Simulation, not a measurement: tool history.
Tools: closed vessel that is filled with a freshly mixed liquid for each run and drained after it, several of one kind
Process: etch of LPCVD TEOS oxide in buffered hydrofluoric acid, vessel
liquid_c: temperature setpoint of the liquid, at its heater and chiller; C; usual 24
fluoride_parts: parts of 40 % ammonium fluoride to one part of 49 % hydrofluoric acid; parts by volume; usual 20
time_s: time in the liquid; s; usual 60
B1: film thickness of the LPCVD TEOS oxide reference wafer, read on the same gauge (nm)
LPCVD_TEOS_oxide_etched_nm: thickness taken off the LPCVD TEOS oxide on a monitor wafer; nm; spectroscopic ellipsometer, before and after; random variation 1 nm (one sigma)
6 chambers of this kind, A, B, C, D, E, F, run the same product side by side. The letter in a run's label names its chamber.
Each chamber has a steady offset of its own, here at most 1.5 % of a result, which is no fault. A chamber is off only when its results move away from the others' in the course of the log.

{"run": "1D", "hour": 3.5, "liquid_c": 24, "fluoride_parts": 20, "time_s": 60, "B1": 120, "LPCVD_TEOS_oxide_etched_nm": 120.79}
{"run": "2F", "hour": 8.8, "liquid_c": 24, "fluoride_parts": 20, "time_s": 60, "B1": 119.98, "LPCVD_TEOS_oxide_etched_nm": 121.95}
{"run": "3A", "hour": 14.9, "liquid_c": 24, "fluoride_parts": 20, "time_s": 60, "B1": 119.98, "LPCVD_TEOS_oxide_etched_nm": 120.48}
{"run": "4C", "hour": 17.8, "liquid_c": 24, "fluoride_parts": 20, "time_s": 60, "B1": 119.99, "LPCVD_TEOS_oxide_etched_nm": 122.02}
{"hour": 19.6, "done": "chamber C: hydrofluoric acid flow meter replaced"}
{"run": "5E", "hour": 23.3, "liquid_c": 24, "fluoride_parts": 20, "time_s": 60, "B1": 120.02, "LPCVD_TEOS_oxide_etched_nm": 121.05}
{"run": "6B", "hour": 27.2, "liquid_c": 24, "fluoride_parts": 20, "time_s": 60, "B1": 120.02, "LPCVD_TEOS_oxide_etched_nm": 120.6}
{"run": "7A", "hour": 33.3, "liquid_c": 24, "fluoride_parts": 20, "time_s": 60, "B1": 120.01, "LPCVD_TEOS_oxide_etched_nm": 120.66}
{"run": "8F", "hour": 39.7, "liquid_c": 24, "fluoride_parts": 20, "time_s": 60, "B1": 120.01, "LPCVD_TEOS_oxide_etched_nm": 120.73}
{"run": "9E", "hour": 46.1, "liquid_c": 24, "fluoride_parts": 20, "time_s": 60, "B1": 119.99, "LPCVD_TEOS_oxide_etched_nm": 121.96}
{"run": "10D", "hour": 52.1, "liquid_c": 24, "fluoride_parts": 20, "time_s": 60, "B1": 120.02, "LPCVD_TEOS_oxide_etched_nm": 122.58}
{"run": "11B", "hour": 55.4, "liquid_c": 24, "fluoride_parts": 20, "time_s": 60, "B1": 120.01, "LPCVD_TEOS_oxide_etched_nm": 123.01}
{"run": "12C", "hour": 59.5, "liquid_c": 24, "fluoride_parts": 20, "time_s": 60, "B1": 120, "LPCVD_TEOS_oxide_etched_nm": 123.81}
{"run": "13B", "hour": 65.5, "liquid_c": 21.5, "fluoride_parts": 20, "time_s": 60, "B1": 120.01, "LPCVD_TEOS_oxide_etched_nm": 105.44}
{"run": "14F", "hour": 71.6, "liquid_c": 21.5, "fluoride_parts": 20, "time_s": 60, "B1": 120.04, "LPCVD_TEOS_oxide_etched_nm": 106.06}
{"run": "15A", "hour": 77.7, "liquid_c": 21.5, "fluoride_parts": 20, "time_s": 60, "B1": 120, "LPCVD_TEOS_oxide_etched_nm": 104.66}
{"run": "16E", "hour": 83.3, "liquid_c": 21.5, "fluoride_parts": 20, "time_s": 60, "B1": 120.02, "LPCVD_TEOS_oxide_etched_nm": 105.64}
{"run": "17D", "hour": 87.3, "liquid_c": 21.5, "fluoride_parts": 20, "time_s": 60, "B1": 120.02, "LPCVD_TEOS_oxide_etched_nm": 106.64}
{"run": "18C", "hour": 90.6, "liquid_c": 21.5, "fluoride_parts": 20, "time_s": 60, "B1": 119.99, "LPCVD_TEOS_oxide_etched_nm": 105.27}
{"run": "19F", "hour": 96.4, "liquid_c": 24, "fluoride_parts": 20, "time_s": 60, "B1": 120.01, "LPCVD_TEOS_oxide_etched_nm": 122.31}
{"run": "20B", "hour": 101.9, "liquid_c": 24, "fluoride_parts": 20, "time_s": 60, "B1": 120.01, "LPCVD_TEOS_oxide_etched_nm": 121.62}
{"run": "21E", "hour": 106.5, "liquid_c": 24, "fluoride_parts": 20, "time_s": 60, "B1": 119.99, "LPCVD_TEOS_oxide_etched_nm": 122.38}
{"run": "22D", "hour": 111.5, "liquid_c": 24, "fluoride_parts": 20, "time_s": 60, "B1": 119.99, "LPCVD_TEOS_oxide_etched_nm": 121.41}
{"run": "23A", "hour": 115.5, "liquid_c": 24, "fluoride_parts": 20, "time_s": 60, "B1": 120.01, "LPCVD_TEOS_oxide_etched_nm": 120.87}
{"run": "24C", "hour": 121.2, "liquid_c": 22.5, "fluoride_parts": 20, "time_s": 90, "B1": 120.02, "LPCVD_TEOS_oxide_etched_nm": 170.16}
{"run": "25C", "hour": 125.2, "liquid_c": 22.5, "fluoride_parts": 20, "time_s": 90, "B1": 120, "LPCVD_TEOS_oxide_etched_nm": 169.81}
{"run": "26A", "hour": 130.7, "liquid_c": 22.5, "fluoride_parts": 20, "time_s": 90, "B1": 120.02, "LPCVD_TEOS_oxide_etched_nm": 163.9}
{"run": "27F", "hour": 134.8, "liquid_c": 22.5, "fluoride_parts": 20, "time_s": 90, "B1": 120, "LPCVD_TEOS_oxide_etched_nm": 169.94}
{"run": "28D", "hour": 138.7, "liquid_c": 22.5, "fluoride_parts": 20, "time_s": 90, "B1": 119.99, "LPCVD_TEOS_oxide_etched_nm": 171.49}
{"run": "29E", "hour": 144.9, "liquid_c": 22.5, "fluoride_parts": 20, "time_s": 90, "B1": 120, "LPCVD_TEOS_oxide_etched_nm": 166.91}
{"run": "30B", "hour": 148.3, "liquid_c": 24, "fluoride_parts": 20, "time_s": 60, "B1": 119.99, "LPCVD_TEOS_oxide_etched_nm": 121.7}
{"run": "31B", "hour": 152.0, "liquid_c": 24, "fluoride_parts": 20, "time_s": 60, "B1": 120.03, "LPCVD_TEOS_oxide_etched_nm": 121.52}
{"run": "32D", "hour": 155.5, "liquid_c": 24, "fluoride_parts": 20, "time_s": 60, "B1": 120.02, "LPCVD_TEOS_oxide_etched_nm": 123.84}
{"run": "33F", "hour": 159.4, "liquid_c": 24, "fluoride_parts": 20, "time_s": 60, "B1": 120, "LPCVD_TEOS_oxide_etched_nm": 122.72}
{"run": "34C", "hour": 163.4, "liquid_c": 24, "fluoride_parts": 20, "time_s": 60, "B1": 120.02, "LPCVD_TEOS_oxide_etched_nm": 121.23}
{"run": "35E", "hour": 168.8, "liquid_c": 24, "fluoride_parts": 20, "time_s": 60, "B1": 120.01, "LPCVD_TEOS_oxide_etched_nm": 122.89}
{"run": "36A", "hour": 172.1, "liquid_c": 24, "fluoride_parts": 24.5, "time_s": 50, "B1": 119.98, "LPCVD_TEOS_oxide_etched_nm": 88.926}
{"run": "37C", "hour": 176.7, "liquid_c": 24, "fluoride_parts": 24.5, "time_s": 50, "B1": 120.04, "LPCVD_TEOS_oxide_etched_nm": 88.351}
{"run": "38F", "hour": 179.9, "liquid_c": 24, "fluoride_parts": 24.5, "time_s": 50, "B1": 119.99, "LPCVD_TEOS_oxide_etched_nm": 88.314}
{"run": "39A", "hour": 185.8, "liquid_c": 24, "fluoride_parts": 24.5, "time_s": 50, "B1": 119.98, "LPCVD_TEOS_oxide_etched_nm": 88.082}
{"run": "40B", "hour": 189.4, "liquid_c": 24, "fluoride_parts": 24.5, "time_s": 50, "B1": 119.98, "LPCVD_TEOS_oxide_etched_nm": 87.305}
{"run": "41E", "hour": 192.7, "liquid_c": 24, "fluoride_parts": 24.5, "time_s": 50, "B1": 119.99, "LPCVD_TEOS_oxide_etched_nm": 87.114}
{"run": "42D", "hour": 195.8, "liquid_c": 24, "fluoride_parts": 20, "time_s": 60, "B1": 120, "LPCVD_TEOS_oxide_etched_nm": 122.99}

Is one chamber off against the others, does the gauge drift, or is nothing wrong? If a chamber is off, say which, and what the likeliest cause is.

No chamber stands off beyond its own small offset, and the gauge holds steady.
